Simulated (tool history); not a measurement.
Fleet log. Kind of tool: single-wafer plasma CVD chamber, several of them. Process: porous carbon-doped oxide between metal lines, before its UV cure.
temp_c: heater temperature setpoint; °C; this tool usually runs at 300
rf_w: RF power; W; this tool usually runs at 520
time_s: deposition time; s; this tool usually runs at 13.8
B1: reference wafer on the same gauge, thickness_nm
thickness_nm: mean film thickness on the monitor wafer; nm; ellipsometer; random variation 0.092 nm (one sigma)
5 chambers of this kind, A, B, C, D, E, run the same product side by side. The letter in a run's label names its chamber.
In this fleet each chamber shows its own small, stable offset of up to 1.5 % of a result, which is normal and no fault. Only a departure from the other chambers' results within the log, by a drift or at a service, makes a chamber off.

{"run": "1A", "hour": 10.9, "temp_c": 300, "rf_w": 520, "time_s": 13.8, "B1": 71.393, "thickness_nm": 78.451}
{"run": "2E", "hour": 22.8, "temp_c": 300, "rf_w": 520, "time_s": 13.8, "B1": 71.421, "thickness_nm": 77.66}
{"hour": 27.9, "done": "chamber C: thermocouple changed; heater temperature recalibrated"}
{"run": "3B", "hour": 33.6, "temp_c": 300, "rf_w": 520, "time_s": 13.8, "B1": 71.435, "thickness_nm": 79.247}
{"run": "4D", "hour": 48.5, "temp_c": 300, "rf_w": 520, "time_s": 13.8, "B1": 71.464, "thickness_nm": 78.964}
{"run": "5C", "hour": 56.7, "temp_c": 300, "rf_w": 520, "time_s": 13.8, "B1": 71.457, "thickness_nm": 79.239}
{"run": "6A", "hour": 63.6, "temp_c": 300, "rf_w": 520, "time_s": 13.8, "B1": 71.432, "thickness_nm": 78.728}
{"run": "7B", "hour": 71.8, "temp_c": 300, "rf_w": 520, "time_s": 13.8, "B1": 71.463, "thickness_nm": 79.158}
{"run": "8C", "hour": 81.1, "temp_c": 300, "rf_w": 520, "time_s": 13.8, "B1": 71.466, "thickness_nm": 79.305}
{"run": "9D", "hour": 93.4, "temp_c": 300, "rf_w": 520, "time_s": 13.8, "B1": 71.485, "thickness_nm": 79}
{"run": "10E", "hour": 103.2, "temp_c": 300, "rf_w": 520, "time_s": 13.8, "B1": 71.479, "thickness_nm": 77.913}
{"hour": 114.2, "done": "chamber A: thermocouple changed; heater temperature recalibrated"}
{"run": "11C", "hour": 117.3, "temp_c": 288, "rf_w": 520, "time_s": 13.8, "B1": 71.524, "thickness_nm": 85.016}
{"run": "12E", "hour": 126.4, "temp_c": 288, "rf_w": 520, "time_s": 13.8, "B1": 71.512, "thickness_nm": 83.775}
{"run": "13B", "hour": 136.7, "temp_c": 288, "rf_w": 520, "time_s": 13.8, "B1": 71.516, "thickness_nm": 85.015}
{"run": "14A", "hour": 147.1, "temp_c": 288, "rf_w": 520, "time_s": 13.8, "B1": 71.538, "thickness_nm": 84.409}
{"run": "15D", "hour": 155.5, "temp_c": 288, "rf_w": 520, "time_s": 13.8, "B1": 71.546, "thickness_nm": 84.871}
{"run": "16B", "hour": 166.8, "temp_c": 308, "rf_w": 520, "time_s": 11.4, "B1": 71.561, "thickness_nm": 63.192}
{"run": "17A", "hour": 173.8, "temp_c": 308, "rf_w": 520, "time_s": 11.4, "B1": 71.536, "thickness_nm": 62.802}
{"run": "18D", "hour": 186.7, "temp_c": 308, "rf_w": 520, "time_s": 11.4, "B1": 71.555, "thickness_nm": 62.981}
{"run": "19E", "hour": 197.0, "temp_c": 308, "rf_w": 520, "time_s": 11.4, "B1": 71.575, "thickness_nm": 61.821}
{"run": "20C", "hour": 211.7, "temp_c": 308, "rf_w": 520, "time_s": 11.4, "B1": 71.589, "thickness_nm": 63.123}
{"run": "21E", "hour": 222.2, "temp_c": 294, "rf_w": 520, "time_s": 15, "B1": 71.585, "thickness_nm": 87.541}
{"run": "22B", "hour": 230.6, "temp_c": 294, "rf_w": 520, "time_s": 15, "B1": 71.601, "thickness_nm": 88.963}
{"run": "23D", "hour": 241.2, "temp_c": 294, "rf_w": 520, "time_s": 15, "B1": 71.611, "thickness_nm": 88.945}
{"run": "24A", "hour": 254.0, "temp_c": 294, "rf_w": 520, "time_s": 15, "B1": 71.629, "thickness_nm": 88.515}
{"run": "25C", "hour": 267.0, "temp_c": 294, "rf_w": 520, "time_s": 15, "B1": 71.641, "thickness_nm": 89.009}
{"run": "26E", "hour": 282.2, "temp_c": 300, "rf_w": 520, "time_s": 15, "B1": 71.662, "thickness_nm": 84.667}
{"run": "27C", "hour": 290.9, "temp_c": 300, "rf_w": 520, "time_s": 15, "B1": 71.67, "thickness_nm": 85.979}
{"run": "28B", "hour": 303.0, "temp_c": 300, "rf_w": 520, "time_s": 15, "B1": 71.643, "thickness_nm": 86.248}
{"run": "29D", "hour": 317.7, "temp_c": 300, "rf_w": 520, "time_s": 15, "B1": 71.7, "thickness_nm": 86.055}
{"run": "30A", "hour": 325.1, "temp_c": 300, "rf_w": 520, "time_s": 15, "B1": 71.678, "thickness_nm": 85.646}
{"run": "31D", "hour": 339.7, "temp_c": 300, "rf_w": 520, "time_s": 13.8, "B1": 71.685, "thickness_nm": 79.314}
{"run": "32C", "hour": 351.8, "temp_c": 300, "rf_w": 520, "time_s": 13.8, "B1": 71.703, "thickness_nm": 79.555}
{"run": "33A", "hour": 359.6, "temp_c": 300, "rf_w": 520, "time_s": 13.8, "B1": 71.723, "thickness_nm": 78.82}
{"hour": 361.6, "done": "chamber B: RF generator calibrated"}
{"run": "34B", "hour": 367.9, "temp_c": 300, "rf_w": 520, "time_s": 13.8, "B1": 71.736, "thickness_nm": 79.652}
{"run": "35E", "hour": 379.4, "temp_c": 300, "rf_w": 565, "time_s": 16.3, "B1": 71.727, "thickness_nm": 97.025}

Next, all 5 chambers run the settings below, one line each with question marks for the results. What does each chamber give?
{"run": "36A", "hour": 390.4, "temp_c": 289, "rf_w": 520, "time_s": 13.8, "thickness_nm": "?"}
{"run": "36B", "hour": 390.4, "temp_c": 289, "rf_w": 520, "time_s": 13.8, "thickness_nm": "?"}
{"run": "36C", "hour": 390.4, "temp_c": 289, "rf_w": 520, "time_s": 13.8, "thickness_nm": "?"}
{"run": "36D", "hour": 390.4, "temp_c": 289, "rf_w": 520, "time_s": 13.8, "thickness_nm": "?"}
{"run": "36E", "hour": 390.4, "temp_c": 289, "rf_w": 520, "time_s": 13.8, "thickness_nm": "?"}

run=36A thickness_nm=84.194
run=36B thickness_nm=84.812
run=36C thickness_nm=84.692
run=36D thickness_nm=84.831
run=36E thickness_nm=83.424

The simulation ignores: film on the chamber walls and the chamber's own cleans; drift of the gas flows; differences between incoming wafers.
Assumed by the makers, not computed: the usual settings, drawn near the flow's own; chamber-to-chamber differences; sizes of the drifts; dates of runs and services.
